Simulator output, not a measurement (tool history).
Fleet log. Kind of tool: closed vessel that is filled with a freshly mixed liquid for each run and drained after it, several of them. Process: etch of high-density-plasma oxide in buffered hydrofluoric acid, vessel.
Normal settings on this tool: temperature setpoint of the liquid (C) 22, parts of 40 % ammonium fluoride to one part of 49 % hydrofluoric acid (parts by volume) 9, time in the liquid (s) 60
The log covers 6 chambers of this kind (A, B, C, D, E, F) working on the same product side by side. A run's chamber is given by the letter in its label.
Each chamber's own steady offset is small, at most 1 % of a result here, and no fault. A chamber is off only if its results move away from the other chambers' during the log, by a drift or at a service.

| run | hour | temperature setpoint of the liquid (C) | parts of 40 % ammonium fluoride to one part of 49 % hydrofluoric acid (parts by volume) | time in the liquid (s) | hours since the thermometer was replaced | hours since the hydrofluoric acid flow meter was replaced | read-back film thickness of the high-density-plasma oxide reference wafer, read on the same gauge (nm) | thickness taken off the high-density-plasma oxide on a monitor wafer (Å) |
|---|---|---|---|---|---|---|---|---|
| 1A | 12.5 | 22 | 9 | 60 | 193.2 | 624.9 | 39.981 | 704.09 |
| 2C | 25.6 | 22 | 9 | 60 | 1149.2 | 989.8 | 39.996 | 718.87 |
| 3D | 39.7 | 22 | 9 | 60 | 257.3 | 93.9 | 39.98 | 736.46 |
| 4F | 48.9 | 22 | 9 | 60 | 597.6 | 1361 | 39.999 | 725.04 |
| 5E | 58.6 | 22 | 9 | 60 | 650.7 | 102 | 39.998 | 726.68 |
| 6B | 68.3 | 22 | 9 | 60 | 1463.6 | 620.9 | 39.992 | 715.31 |
| 7D | 74.7 | 22 | 9 | 60 | 292.3 | 128.9 | 40.012 | 719.17 |
| 8C | 84.9 | 18 | 9 | 60 | 1208.5 | 1049.1 | 40 | 581.23 |
| 9F | 98.1 | 18 | 9 | 60 | 646.8 | 1410.2 | 40.016 | 585.56 |
| 10B | 108.6 | 18 | 9 | 60 | 1503.9 | 661.2 | 40.009 | 571.22 |
| 11E | 118.6 | 18 | 9 | 60 | 710.7 | 162 | 39.986 | 573.43 |
| 12A | 127.2 | 18 | 9 | 60 | 307.9 | 739.6 | 39.996 | 560.88 |
| 13E | 135.5 | 18 | 9 | 60 | 727.6 | 178.9 | 40.009 | 568.89 |
| 14B | 142 | 22 | 9 | 60 | 1537.3 | 694.6 | 39.989 | 718.33 |
| 15D | 150.1 | 22 | 9 | 60 | 367.7 | 204.3 | 40.006 | 710.19 |
| 16C | 159.8 | 22 | 9 | 60 | 1283.4 | 1124 | 39.996 | 719.24 |
| 17A | 166.7 | 19.5 | 9 | 75 | 347.4 | 779.1 | 40.004 | 791.79 |
| 18F | 176.4 | 19.5 | 9 | 75 | 725.1 | 1488.5 | 39.986 | 782.27 |
| 19D | 185.3 | 19.5 | 9 | 75 | 402.9 | 239.5 | 40.026 | 786.37 |
| 20C | 193.2 | 19.5 | 9 | 75 | 1316.8 | 1157.4 | 39.978 | 779.97 |
|  | 195.3 | chamber B: thermometer replaced |
| 21E | 201.7 | 19.5 | 9 | 75 | 793.8 | 245.1 | 39.999 | 797.81 |
| 22B | 211.3 | 19.5 | 9 | 75 | 16.1 | 763.9 | 40.014 | 771.37 |
|  | 215 | chamber C: hydrofluoric acid flow meter replaced |
| 23A | 220.2 | 22 | 9 | 60 | 400.9 | 832.6 | 39.999 | 728.64 |
| 24F | 226.8 | 22 | 9 | 60 | 775.5 | 1538.9 | 39.992 | 703.73 |
|  | 231.8 | chamber E: thermometer replaced |
| 25D | 241.5 | 20 | 9 | 80 | 459.1 | 295.7 | 39.994 | 859.99 |
| 26A | 248.9 | 20 | 9 | 80 | 429.6 | 861.3 | 39.987 | 892.56 |
| 27C | 256 | 20 | 9 | 80 | 1379.6 | 41.1 | 39.988 | 863.53 |
| 28E | 268.4 | 20 | 9 | 80 | 36.7 | 311.8 | 39.992 | 870.54 |
| 29F | 278.1 | 20 | 9 | 80 | 826.8 | 1590.2 | 39.995 | 846.84 |
|  | 283.4 | chamber A: hydrofluoric acid flow meter replaced |
| 30B | 291.2 | 20 | 9 | 80 | 96 | 843.8 | 40.011 | 841.7 |
| 31D | 298.2 | 22 | 9 | 60 | 515.8 | 352.4 | 40.003 | 726.16 |
| 32F | 305 | 22 | 9 | 60 | 853.7 | 1617.1 | 39.994 | 722.91 |
| 33B | 315 | 22 | 9 | 35 | 119.8 | 867.6 | 39.987 | 421.84 |
| 34E | 323.6 | 22 | 9 | 35 | 91.9 | 367 | 40.01 | 419.91 |
| 35C | 334.2 | 22 | 9 | 35 | 1457.8 | 119.3 | 40.009 | 419.78 |
| 36A | 343.3 | 22 | 9 | 35 | 524 | 60 | 39.997 | 462.62 |
| 37B | 353.9 | 22 | 9 | 35 | 158.7 | 906.5 | 39.985 | 419.15 |
| 38E | 363.4 | 22 | 9 | 35 | 131.7 | 406.8 | 39.985 | 415.92 |

Next, every chamber runs the same settings. What will each give?
| 39A | 373.9 | 25.5 | 9 | 60 |  |  |  | ? |
| 39B | 373.9 | 25.5 | 9 | 60 |  |  |  | ? |
| 39C | 373.9 | 25.5 | 9 | 60 |  |  |  | ? |
| 39D | 373.9 | 25.5 | 9 | 60 |  |  |  | ? |
| 39E | 373.9 | 25.5 | 9 | 60 |  |  |  | ? |
| 39F | 373.9 | 25.5 | 9 | 60 |  |  |  | ? |

| run | thickness taken off the high-density-plasma oxide on a monitor wafer (Å) |
|---|---|
| 39A | 983.29 |
| 39B | 878.85 |
| 39C | 871.1 |
| 39D | 867.79 |
| 39E | 869.48 |
| 39F | 875.59 |
